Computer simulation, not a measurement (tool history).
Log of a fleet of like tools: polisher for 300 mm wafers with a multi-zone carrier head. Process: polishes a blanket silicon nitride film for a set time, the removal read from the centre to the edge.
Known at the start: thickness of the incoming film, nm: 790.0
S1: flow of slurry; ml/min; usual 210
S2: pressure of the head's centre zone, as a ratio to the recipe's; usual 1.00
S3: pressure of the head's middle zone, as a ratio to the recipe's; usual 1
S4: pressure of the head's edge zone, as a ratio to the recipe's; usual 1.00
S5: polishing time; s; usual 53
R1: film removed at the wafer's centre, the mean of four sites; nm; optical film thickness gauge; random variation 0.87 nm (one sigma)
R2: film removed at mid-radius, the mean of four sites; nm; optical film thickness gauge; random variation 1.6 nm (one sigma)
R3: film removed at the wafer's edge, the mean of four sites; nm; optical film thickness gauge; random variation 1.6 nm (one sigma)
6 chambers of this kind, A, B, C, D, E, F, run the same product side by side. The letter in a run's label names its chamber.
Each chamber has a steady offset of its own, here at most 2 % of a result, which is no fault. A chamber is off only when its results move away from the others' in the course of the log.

{"run": "1D", "hour": 3.7, "S1": 210, "S2": 1.0, "S3": 1, "S4": 1.0, "S5": 53, "R1": 126.0, "R2": 124.08, "R3": 124.04}
{"run": "2E", "hour": 6.7, "S1": 210, "S2": 1.0, "S3": 1, "S4": 1.0, "S5": 53, "R1": 124.38, "R2": 123.87, "R3": 124.25}
{"run": "3A", "hour": 10.2, "S1": 210, "S2": 1.0, "S3": 1, "S4": 1.0, "S5": 53, "R1": 126.79, "R2": 123.64, "R3": 125.32}
{"hour": 11.4, "done": "chamber B: worn pad replaced by a new one"}
{"run": "4B", "hour": 12.6, "S1": 210, "S2": 1.0, "S3": 1, "S4": 1.0, "S5": 53, "R1": 126.26, "R2": 126.99, "R3": 126.17}
{"run": "5F", "hour": 15.5, "S1": 210, "S2": 1.0, "S3": 1, "S4": 1.0, "S5": 53, "R1": 124.43, "R2": 124.51, "R3": 126.77}
{"hour": 17.1, "done": "chamber E: worn pad replaced by a new one"}
{"run": "6C", "hour": 19.0, "S1": 210, "S2": 1.0, "S3": 1, "S4": 1.0, "S5": 53, "R1": 126.98, "R2": 123.42, "R3": 125.47}
{"run": "7A", "hour": 21.3, "S1": 210, "S2": 1.0, "S3": 1, "S4": 1.0, "S5": 53, "R1": 127.78, "R2": 124.55, "R3": 126.27}
{"run": "8C", "hour": 24.7, "S1": 210, "S2": 1.0, "S3": 1, "S4": 1.0, "S5": 53, "R1": 124.21, "R2": 125.76, "R3": 123.99}
{"hour": 27.3, "done": "chamber C: worn pad replaced by a new one"}
{"run": "9D", "hour": 28.5, "S1": 210, "S2": 1.0, "S3": 1, "S4": 1.0, "S5": 53, "R1": 124.77, "R2": 124.05, "R3": 127.03}
{"run": "10F", "hour": 31.6, "S1": 210, "S2": 1.0, "S3": 1, "S4": 1.0, "S5": 53, "R1": 126.99, "R2": 126.05, "R3": 127.1}
{"hour": 32.0, "done": "chamber D: slurry nozzle cleaned"}
{"hour": 32.3, "done": "chamber A: worn pad replaced by a new one"}
{"run": "11B", "hour": 35.8, "S1": 210, "S2": 1.0, "S3": 1, "S4": 1.0, "S5": 53, "R1": 126.83, "R2": 125.26, "R3": 123.3}
{"run": "12E", "hour": 38.8, "S1": 210, "S2": 1.0, "S3": 1, "S4": 1.0, "S5": 53, "R1": 127.08, "R2": 125.78, "R3": 126.72}
{"hour": 39.7, "done": "chamber F: worn pad replaced by a new one"}
{"hour": 41.1, "done": "chamber A: slurry nozzle cleaned"}
{"hour": 41.5, "done": "chamber D: worn pad replaced by a new one"}
{"run": "13C", "hour": 42.8, "S1": 210, "S2": 1.0, "S3": 1, "S4": 1.0, "S5": 53, "R1": 125.14, "R2": 124.76, "R3": 126.25}
{"run": "14E", "hour": 45.7, "S1": 210, "S2": 1.0, "S3": 1, "S4": 1.0, "S5": 53, "R1": 124.14, "R2": 125.74, "R3": 126.83}
{"run": "15D", "hour": 49.6, "S1": 210, "S2": 1.0, "S3": 1, "S4": 1.0, "S5": 53, "R1": 125.15, "R2": 126.18, "R3": 125.99}
{"run": "16A", "hour": 53.0, "S1": 210, "S2": 1.0, "S3": 1, "S4": 1.0, "S5": 66, "R1": 160.43, "R2": 156.68, "R3": 155.39}
{"run": "17B", "hour": 57.1, "S1": 210, "S2": 1.0, "S3": 1, "S4": 1.0, "S5": 66, "R1": 154.41, "R2": 158.46, "R3": 154.48}
{"run": "18F", "hour": 61.9, "S1": 210, "S2": 1.0, "S3": 1, "S4": 1.0, "S5": 66, "R1": 155.23, "R2": 156.39, "R3": 156.46}
{"run": "19F", "hour": 66.5, "S1": 210, "S2": 1.0, "S3": 1, "S4": 1.0, "S5": 66, "R1": 155.53, "R2": 159.51, "R3": 156.75}
{"hour": 67.4, "done": "chamber B: worn pad replaced by a new one"}
{"run": "20C", "hour": 70.4, "S1": 210, "S2": 1.0, "S3": 1, "S4": 1.0, "S5": 66, "R1": 156.78, "R2": 157.59, "R3": 155.56}
{"run": "21E", "hour": 73.9, "S1": 210, "S2": 1.0, "S3": 1, "S4": 1.0, "S5": 66, "R1": 156.02, "R2": 156.55, "R3": 156.65}
{"hour": 76.1, "done": "chamber A: worn pad replaced by a new one"}
{"run": "22A", "hour": 77.0, "S1": 210, "S2": 1.0, "S3": 1, "S4": 1.0, "S5": 53, "R1": 127.38, "R2": 126.7, "R3": 124.89}
{"hour": 80.2, "done": "chamber F: centre zone pressure recalibrated"}
{"run": "23D", "hour": 80.4, "S1": 210, "S2": 1.0, "S3": 1, "S4": 1.0, "S5": 53, "R1": 126.26, "R2": 124.03, "R3": 126.13}
{"hour": 82.1, "done": "chamber F: slurry nozzle cleaned"}
{"run": "24B", "hour": 84.6, "S1": 245, "S2": 0.88, "S3": 1, "S4": 1.0, "S5": 53, "R1": 110.36, "R2": 129.14, "R3": 129.29}
{"run": "25D", "hour": 88.0, "S1": 245, "S2": 0.88, "S3": 1, "S4": 1.0, "S5": 53, "R1": 110.71, "R2": 126.42, "R3": 127.42}
{"hour": 89.7, "done": "chamber C: worn pad replaced by a new one"}
{"run": "26F", "hour": 90.6, "S1": 245, "S2": 0.88, "S3": 1, "S4": 1.0, "S5": 53, "R1": 100.65, "R2": 129.62, "R3": 128.73}
{"hour": 92.1, "done": "chamber E: worn pad replaced by a new one"}
{"run": "27E", "hour": 95.1, "S1": 245, "S2": 0.88, "S3": 1, "S4": 1.0, "S5": 53, "R1": 112.17, "R2": 127.74, "R3": 126.31}
{"run": "28A", "hour": 100.0, "S1": 245, "S2": 0.88, "S3": 1, "S4": 1.0, "S5": 53, "R1": 111.81, "R2": 126.91, "R3": 125.81}
{"run": "29B", "hour": 103.0, "S1": 245, "S2": 0.88, "S3": 1, "S4": 1.0, "S5": 53, "R1": 110.09, "R2": 129.6, "R3": 126.61}
{"hour": 106.4, "done": "chamber D: worn pad replaced by a new one"}
{"run": "30C", "hour": 107.3, "S1": 210, "S2": 1.0, "S3": 1, "S4": 1.0, "S5": 53, "R1": 124.75, "R2": 124.44, "R3": 125.98}
{"run": "31A", "hour": 110.6, "S1": 210, "S2": 1.0, "S3": 1, "S4": 1.0, "S5": 53, "R1": 126.02, "R2": 124.03, "R3": 126.07}
{"hour": 111.3, "done": "chamber B: worn pad replaced by a new one"}
{"run": "32E", "hour": 114.0, "S1": 210, "S2": 1.0, "S3": 1, "S4": 1.0, "S5": 53, "R1": 124.34, "R2": 127.04, "R3": 127.36}
{"run": "33B", "hour": 116.8, "S1": 210, "S2": 1.0, "S3": 1, "S4": 1.04, "S5": 69, "R1": 165.73, "R2": 164.28, "R3": 166.63}
{"run": "34F", "hour": 120.1, "S1": 210, "S2": 1.0, "S3": 1, "S4": 1.04, "S5": 69, "R1": 149.56, "R2": 160.56, "R3": 170.9}
{"run": "35D", "hour": 122.6, "S1": 210, "S2": 1.0, "S3": 1, "S4": 1.04, "S5": 69, "R1": 163.57, "R2": 161.89, "R3": 167.03}
{"hour": 123.0, "done": "chamber B: slurry nozzle cleaned"}
{"run": "36C", "hour": 125.9, "S1": 210, "S2": 1.0, "S3": 1, "S4": 1.04, "S5": 69, "R1": 162.87, "R2": 159.97, "R3": 165.87}
{"run": "37E", "hour": 129.6, "S1": 210, "S2": 1.0, "S3": 1, "S4": 1.04, "S5": 69, "R1": 164.06, "R2": 162.31, "R3": 166.09}
{"run": "38B", "hour": 133.6, "S1": 210, "S2": 1.0, "S3": 1, "S4": 1.04, "S5": 69, "R1": 165.76, "R2": 164.57, "R3": 165.73}
{"run": "39C", "hour": 136.8, "S1": 210, "S2": 1.0, "S3": 1, "S4": 1.0, "S5": 53, "R1": 124.28, "R2": 126.56, "R3": 125.71}

All 6 chambers run these settings next. Forecast each chamber's results:
{"run": "40A", "hour": 140.5, "S1": 160, "S2": 1.0, "S3": 1, "S4": 1.0, "S5": 53, "R1": "?", "R2": "?", "R3": "?"}
{"run": "40B", "hour": 140.5, "S1": 160, "S2": 1.0, "S3": 1, "S4": 1.0, "S5": 53, "R1": "?", "R2": "?", "R3": "?"}
{"run": "40C", "hour": 140.5, "S1": 160, "S2": 1.0, "S3": 1, "S4": 1.0, "S5": 53, "R1": "?", "R2": "?", "R3": "?"}
{"run": "40D", "hour": 140.5, "S1": 160, "S2": 1.0, "S3": 1, "S4": 1.0, "S5": 53, "R1": "?", "R2": "?", "R3": "?"}
{"run": "40E", "hour": 140.5, "S1": 160, "S2": 1.0, "S3": 1, "S4": 1.0, "S5": 53, "R1": "?", "R2": "?", "R3": "?"}
{"run": "40F", "hour": 140.5, "S1": 160, "S2": 1.0, "S3": 1, "S4": 1.0, "S5": 53, "R1": "?", "R2": "?", "R3": "?"}

run=40A R1=121.52 R2=116.40 R3=120.00
run=40B R1=119.93 R2=118.89 R3=121.95
run=40C R1=118.03 R2=121.15 R3=119.70
run=40D R1=118.83 R2=119.74 R3=124.69
run=40E R1=119.53 R2=117.72 R3=121.13
run=40F R1=109.70 R2=122.03 R3=118.84
